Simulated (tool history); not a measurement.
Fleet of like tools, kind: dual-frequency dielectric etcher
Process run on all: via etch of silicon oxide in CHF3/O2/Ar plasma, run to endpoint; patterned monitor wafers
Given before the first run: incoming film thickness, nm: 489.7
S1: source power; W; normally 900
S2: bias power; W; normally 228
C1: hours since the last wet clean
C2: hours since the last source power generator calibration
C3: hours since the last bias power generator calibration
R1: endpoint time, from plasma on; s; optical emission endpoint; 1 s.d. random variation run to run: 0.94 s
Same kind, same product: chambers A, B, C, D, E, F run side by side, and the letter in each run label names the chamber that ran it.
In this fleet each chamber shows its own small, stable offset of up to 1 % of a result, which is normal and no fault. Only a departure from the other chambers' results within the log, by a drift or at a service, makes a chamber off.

-- hour=2.5 chamber F: wet clean of the chamber
run 1D hour=8.5 | S1=900 S2=228 | C1=141 C2=1474.4 C3=2319.1 | R1=196.09
run 2A hour=17.4 | S1=900 S2=228 | C1=154 C2=3262.9 C3=492.3 | R1=197.12
run 3C hour=26.6 | S1=900 S2=228 | C1=240.6 C2=2914.2 C3=3001 | R1=197.79
run 4F hour=33.3 | S1=900 S2=228 | C1=30.9 C2=1009.4 C3=1160.9 | R1=198.01
run 5B hour=42.8 | S1=900 S2=228 | C1=251.2 C2=2732 C3=1676.9 | R1=194.06
run 6E hour=52.3 | S1=1020 S2=228 | C1=129.8 C2=1744.5 C3=984.6 | R1=188.78
run 7A hour=59.1 | S1=1020 S2=228 | C1=195.7 C2=3304.6 C3=534 | R1=188.42
run 8C hour=65.3 | S1=1020 S2=228 | C1=279.3 C2=2952.9 C3=3039.7 | R1=188.96
run 9E hour=74 | S1=1020 S2=228 | C1=151.5 C2=1766.2 C3=1006.3 | R1=188.25
run 10B hour=82.5 | S1=1020 S2=228 | C1=290.9 C2=2771.7 C3=1716.6 | R1=186.48
run 11D hour=88.1 | S1=1020 S2=228 | C1=220.6 C2=1554 C3=2398.7 | R1=185.89
run 12F hour=97.8 | S1=900 S2=228 | C1=95.4 C2=1073.9 C3=1225.4 | R1=196.78
run 13A hour=105 | S1=900 S2=228 | C1=241.6 C2=3350.5 C3=579.9 | R1=196.37
run 14D hour=113.7 | S1=830 S2=258 | C1=246.2 C2=1579.6 C3=2424.3 | R1=193.62
run 15B hour=122.8 | S1=830 S2=258 | C1=331.2 C2=2812 C3=1756.9 | R1=191.82
run 16F hour=132.5 | S1=830 S2=258 | C1=130.1 C2=1108.6 C3=1260.1 | R1=196.9
run 17C hour=142.4 | S1=830 S2=258 | C1=356.4 C2=3030 C3=3116.8 | R1=193.75
run 18E hour=151.1 | S1=830 S2=258 | C1=228.6 C2=1843.3 C3=1083.4 | R1=194.19
run 19A hour=156.8 | S1=830 S2=258 | C1=293.4 C2=3402.3 C3=631.7 | R1=194.66
run 20B hour=162.7 | S1=900 S2=228 | C1=371.1 C2=2851.9 C3=1796.8 | R1=193.57
run 21F hour=169 | S1=900 S2=228 | C1=166.6 C2=1145.1 C3=1296.6 | R1=198.01
run 22D hour=176.9 | S1=780 S2=269 | C1=309.4 C2=1642.8 C3=2487.5 | R1=196.03
run 23C hour=184.6 | S1=780 S2=269 | C1=398.6 C2=3072.2 C3=3159 | R1=195.22
run 24E hour=193.3 | S1=780 S2=269 | C1=270.8 C2=1885.5 C3=1125.6 | R1=196.42
run 25B hour=198.6 | S1=780 S2=269 | C1=407 C2=2887.8 C3=1832.7 | R1=193.54
run 26D hour=207.4 | S1=780 S2=269 | C1=339.9 C2=1673.3 C3=2518 | R1=194.95
run 27E hour=216.9 | S1=780 S2=269 | C1=294.4 C2=1909.1 C3=1149.2 | R1=196.48
run 28F hour=226.1 | S1=900 S2=228 | C1=223.7 C2=1202.2 C3=1353.7 | R1=196.55
run 29C hour=234.5 | S1=900 S2=228 | C1=448.5 C2=3122.1 C3=3208.9 | R1=193.43
-- hour=239.3 chamber B: wet clean of the chamber
run 30A hour=243.6 | S1=1040 S2=228 | C1=380.2 C2=3489.1 C3=718.5 | R1=186.27
run 31D hour=253 | S1=1040 S2=228 | C1=385.5 C2=1718.9 C3=2563.6 | R1=184.25
run 32E hour=261.7 | S1=1040 S2=228 | C1=339.2 C2=1953.9 C3=1194 | R1=186.4
run 33A hour=269.3 | S1=1040 S2=228 | C1=405.9 C2=3514.8 C3=744.2 | R1=185.7
run 34F hour=275.6 | S1=1040 S2=228 | C1=273.2 C2=1251.7 C3=1403.2 | R1=186.39
run 35B hour=283.9 | S1=1040 S2=228 | C1=44.6 C2=2973.1 C3=1918 | R1=184.64
run 36C hour=288.4 | S1=900 S2=228 | C1=502.4 C2=3176 C3=3262.8 | R1=191.52
run 37C hour=295.2 | S1=900 S2=228 | C1=509.2 C2=3182.8 C3=3269.6 | R1=191.15

Is one chamber out of step, is the gauge drifting, or do the chambers differ by no more than their own small offsets? For an off chamber, give its letter and the likeliest cause.

It is chamber C that slowly wanders off from its peers.
Cause: etch rate over this chamber's usual, % = 3.35.

Here are 4 candidates for chamber C's next run, each the usual settings with a change, their results left as question marks. Which one brings its results back in line with what the others give on the usual settings?
In-line tolerance around the mean of the other chambers on the usual settings: R1 3.3 s
run 38C-1 hour=302.7 | S1=900 S2=209 | R1=?
run 38C-2 hour=302.7 | S1=1040 S2=228 | R1=?
run 38C-3 hour=302.7 | S1=900 S2=247 | R1=?
run 38C-4 hour=302.7 | S1=820 S2=210 | R1=?

The mean the other chambers reach with the usual settings: R1 196.6 s
run=38C-1 R1=196.66
run=38C-2 R1=180.75
run=38C-3 R1=185.73
run=38C-4 R1=203.41
It is 38C-1 that realigns the chamber with its peers.

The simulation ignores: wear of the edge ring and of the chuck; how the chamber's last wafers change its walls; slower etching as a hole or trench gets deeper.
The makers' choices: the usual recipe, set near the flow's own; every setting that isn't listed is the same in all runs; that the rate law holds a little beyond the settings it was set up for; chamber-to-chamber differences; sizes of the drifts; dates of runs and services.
